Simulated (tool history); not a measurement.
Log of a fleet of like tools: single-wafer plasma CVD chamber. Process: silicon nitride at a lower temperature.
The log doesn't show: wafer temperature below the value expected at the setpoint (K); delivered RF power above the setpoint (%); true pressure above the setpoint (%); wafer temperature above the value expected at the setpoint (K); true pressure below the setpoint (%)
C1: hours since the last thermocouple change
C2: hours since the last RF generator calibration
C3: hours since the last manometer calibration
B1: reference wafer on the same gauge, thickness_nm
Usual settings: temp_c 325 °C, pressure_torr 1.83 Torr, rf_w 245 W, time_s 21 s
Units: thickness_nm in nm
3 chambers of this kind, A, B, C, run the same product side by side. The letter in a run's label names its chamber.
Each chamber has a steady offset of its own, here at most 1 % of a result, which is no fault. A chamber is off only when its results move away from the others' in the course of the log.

Run 1C, hour 5.7: usual settings; C1 253.9; C2 1421.4; C3 1810.8; B1 21.907. Result: thickness_nm 22.512 nm.
Run 2B, hour 15.2: usual settings; C1 793.5; C2 363.2; C3 3274.5; B1 21.897. Result: thickness_nm 22.660 nm.
Run 3A, hour 22.3: usual settings; C1 1119.0; C2 1163.8; C3 834.5; B1 21.905. Result: thickness_nm 22.343 nm.
Run 4A, hour 30.5: usual settings; C1 1127.2; C2 1172.0; C3 842.7; B1 21.916. Result: thickness_nm 22.277 nm.
At hour 35.7: chamber B: capacitance manometer re-zeroed and calibrated.
Run 5B, hour 37.8: usual settings; C1 816.1; C2 385.8; C3 2.2; B1 21.914. Result: thickness_nm 22.646 nm.
Run 6C, hour 45.6: usual settings; C1 293.8; C2 1461.3; C3 1850.7; B1 21.882. Result: thickness_nm 22.400 nm.
Run 7A, hour 51.5: usual settings; C1 1148.2; C2 1193.0; C3 863.7; B1 21.902. Result: thickness_nm 22.351 nm.
Run 8B, hour 58.4: usual settings; C1 836.7; C2 406.4; C3 22.8; B1 21.905. Result: thickness_nm 22.608 nm.
Run 9C, hour 66.4: usual settings but pressure_torr 1.53 Torr; C1 314.6; C2 1482.1; C3 1871.5; B1 21.881. Result: thickness_nm 21.491 nm.
Run 10B, hour 75.6: usual settings but pressure_torr 1.53 Torr; C1 853.9; C2 423.6; C3 40.0; B1 21.900. Result: thickness_nm 21.526 nm.
Run 11C, hour 80.7: usual settings but pressure_torr 1.53 Torr; C1 328.9; C2 1496.4; C3 1885.8; B1 21.904. Result: thickness_nm 21.438 nm.
Run 12A, hour 89.5: usual settings; C1 1186.2; C2 1231.0; C3 901.7; B1 21.888. Result: thickness_nm 22.534 nm.
Run 13C, hour 95.7: usual settings; C1 343.9; C2 1511.4; C3 1900.8; B1 21.898. Result: thickness_nm 22.557 nm.
Run 14B, hour 105.3: usual settings; C1 883.6; C2 453.3; C3 69.7; B1 21.894. Result: thickness_nm 22.563 nm.
Run 15A, hour 112.2: usual settings; C1 1208.9; C2 1253.7; C3 924.4; B1 21.910. Result: thickness_nm 22.352 nm.
Run 16A, hour 123.7: usual settings; C1 1220.4; C2 1265.2; C3 935.9; B1 21.899. Result: thickness_nm 22.334 nm.
Run 17C, hour 132.9: usual settings; C1 381.1; C2 1548.6; C3 1938.0; B1 21.898. Result: thickness_nm 22.647 nm.
Run 18B, hour 143.3: usual settings; C1 921.6; C2 491.3; C3 107.7; B1 21.889. Result: thickness_nm 22.655 nm.
Run 19B, hour 152.1: usual settings; C1 930.4; C2 500.1; C3 116.5; B1 21.900. Result: thickness_nm 22.717 nm.
Run 20C, hour 162.7: usual settings; C1 410.9; C2 1578.4; C3 1967.8; B1 21.901. Result: thickness_nm 22.417 nm.
Run 21A, hour 174.0: usual settings; C1 1270.7; C2 1315.5; C3 986.2; B1 21.897. Result: thickness_nm 22.354 nm.
Run 22C, hour 181.3: usual settings; C1 429.5; C2 1597.0; C3 1986.4; B1 21.912. Result: thickness_nm 22.498 nm.
Run 23B, hour 189.8: usual settings; C1 968.1; C2 537.8; C3 154.2; B1 21.907. Result: thickness_nm 22.622 nm.
Run 24A, hour 196.2: usual settings; C1 1292.9; C2 1337.7; C3 1008.4; B1 21.899. Result: thickness_nm 22.423 nm.

What goes on in this fleet: one chamber off, a drifting gauge, or nothing beyond the chambers' own small offsets? Name the chamber and the cause, if any.

No chamber stands off beyond its own small offset, and the gauge holds steady.
